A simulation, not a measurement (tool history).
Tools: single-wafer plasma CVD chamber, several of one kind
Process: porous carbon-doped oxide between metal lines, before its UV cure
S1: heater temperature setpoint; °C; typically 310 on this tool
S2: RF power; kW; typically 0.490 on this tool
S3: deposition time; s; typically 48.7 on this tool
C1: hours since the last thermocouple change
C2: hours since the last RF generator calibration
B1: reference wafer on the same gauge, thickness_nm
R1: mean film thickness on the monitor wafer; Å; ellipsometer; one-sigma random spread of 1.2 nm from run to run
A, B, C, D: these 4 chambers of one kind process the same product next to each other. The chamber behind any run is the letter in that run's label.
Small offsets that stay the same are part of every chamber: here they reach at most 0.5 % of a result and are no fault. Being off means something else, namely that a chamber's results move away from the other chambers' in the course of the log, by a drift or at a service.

Run 1C, hour 7.4: usual settings; C1 489.4; C2 778.1; B1 247.16. Result: R1 2426.3 Å.
Run 2D, hour 14.6: usual settings; C1 542.0; C2 538.6; B1 247.05. Result: R1 2426.6 Å.
Run 3B, hour 20.7: usual settings; C1 1725.6; C2 1660.8; B1 247.18. Result: R1 2404.9 Å.
Run 4A, hour 28.2: usual settings; C1 963.3; C2 353.2; B1 247.09. Result: R1 2446.7 Å.
Run 5D, hour 34.9: usual settings; C1 562.3; C2 558.9; B1 246.86. Result: R1 2424.9 Å.
Run 6C, hour 39.9: usual settings but S1 324 °C, S3 39.3 s; C1 521.9; C2 810.6; B1 247.26. Result: R1 1836.4 Å.
Run 7A, hour 45.5: usual settings but S1 324 °C, S3 39.3 s; C1 980.6; C2 370.5; B1 247.12. Result: R1 1838.7 Å.
Run 8B, hour 50.7: usual settings but S1 324 °C, S3 39.3 s; C1 1755.6; C2 1690.8; B1 247.01. Result: R1 1833.4 Å.
At hour 55.7: chamber B: RF generator calibrated.
Run 9B, hour 60.0: usual settings but S1 324 °C, S3 39.3 s; C1 1764.9; C2 4.3; B1 246.86. Result: R1 1812.4 Å.
Run 10A, hour 64.6: usual settings; C1 999.7; C2 389.6; B1 247.06. Result: R1 2437.8 Å.
Run 11C, hour 72.4: usual settings; C1 554.4; C2 843.1; B1 247.04. Result: R1 2457.3 Å.
Run 12D, hour 78.2: usual settings; C1 605.6; C2 602.2; B1 247.16. Result: R1 2416.9 Å.
Run 13B, hour 83.4: usual settings; C1 1788.3; C2 27.7; B1 246.84. Result: R1 2441.0 Å.
Run 14D, hour 91.6: usual settings; C1 619.0; C2 615.6; B1 247.03. Result: R1 2415.7 Å.
Run 15C, hour 98.6: usual settings; C1 580.6; C2 869.3; B1 247.09. Result: R1 2427.2 Å.
Run 16A, hour 105.7: usual settings; C1 1040.8; C2 430.7; B1 246.97. Result: R1 2411.3 Å.
Run 17B, hour 115.4: usual settings; C1 1820.3; C2 59.7; B1 246.48. Result: R1 2447.5 Å.
Run 18C, hour 122.8: usual settings but S1 322 °C, S3 45.2 s; C1 604.8; C2 893.5; B1 247.15. Result: R1 2134.0 Å.
Run 19D, hour 132.6: usual settings but S1 322 °C, S3 45.2 s; C1 660.0; C2 656.6; B1 247.06. Result: R1 2127.7 Å.
Run 20A, hour 141.0: usual settings but S1 322 °C, S3 45.2 s; C1 1076.1; C2 466.0; B1 247.15. Result: R1 2054.5 Å.
Run 21D, hour 148.1: usual settings but S1 322 °C, S3 45.2 s; C1 675.5; C2 672.1; B1 247.18. Result: R1 2120.7 Å.
Run 22C, hour 153.8: usual settings; C1 635.8; C2 924.5; B1 247.01. Result: R1 2445.4 Å.
Run 23B, hour 163.3: usual settings; C1 1868.2; C2 107.6; B1 247.23. Result: R1 2427.5 Å.
Run 24A, hour 168.2: usual settings but S2 0.455 kW; C1 1103.3; C2 493.2; B1 247.11. Result: R1 2205.9 Å.
Run 25A, hour 174.5: usual settings but S2 0.455 kW; C1 1109.6; C2 499.5; B1 247.10. Result: R1 2208.6 Å.
Run 26B, hour 179.3: usual settings but S2 0.455 kW; C1 1884.2; C2 123.6; B1 247.11. Result: R1 2284.6 Å.
Run 27D, hour 186.3: usual settings but S2 0.455 kW; C1 713.7; C2 710.3; B1 247.06. Result: R1 2281.8 Å.
Run 28C, hour 193.5: usual settings; C1 675.5; C2 964.2; B1 246.71. Result: R1 2418.4 Å.

All chambers now run identical settings, listed one chamber a line with results as question marks. What results will each chamber show?
Run 29A, hour 200.8: usual settings. Result: R1 ?.
Run 29B, hour 200.8: usual settings. Result: R1 ?.
Run 29C, hour 200.8: usual settings. Result: R1 ?.
Run 29D, hour 200.8: usual settings. Result: R1 ?.

run      R1
29A  2290.8
29B  2430.0
29C  2409.2
29D  2420.5
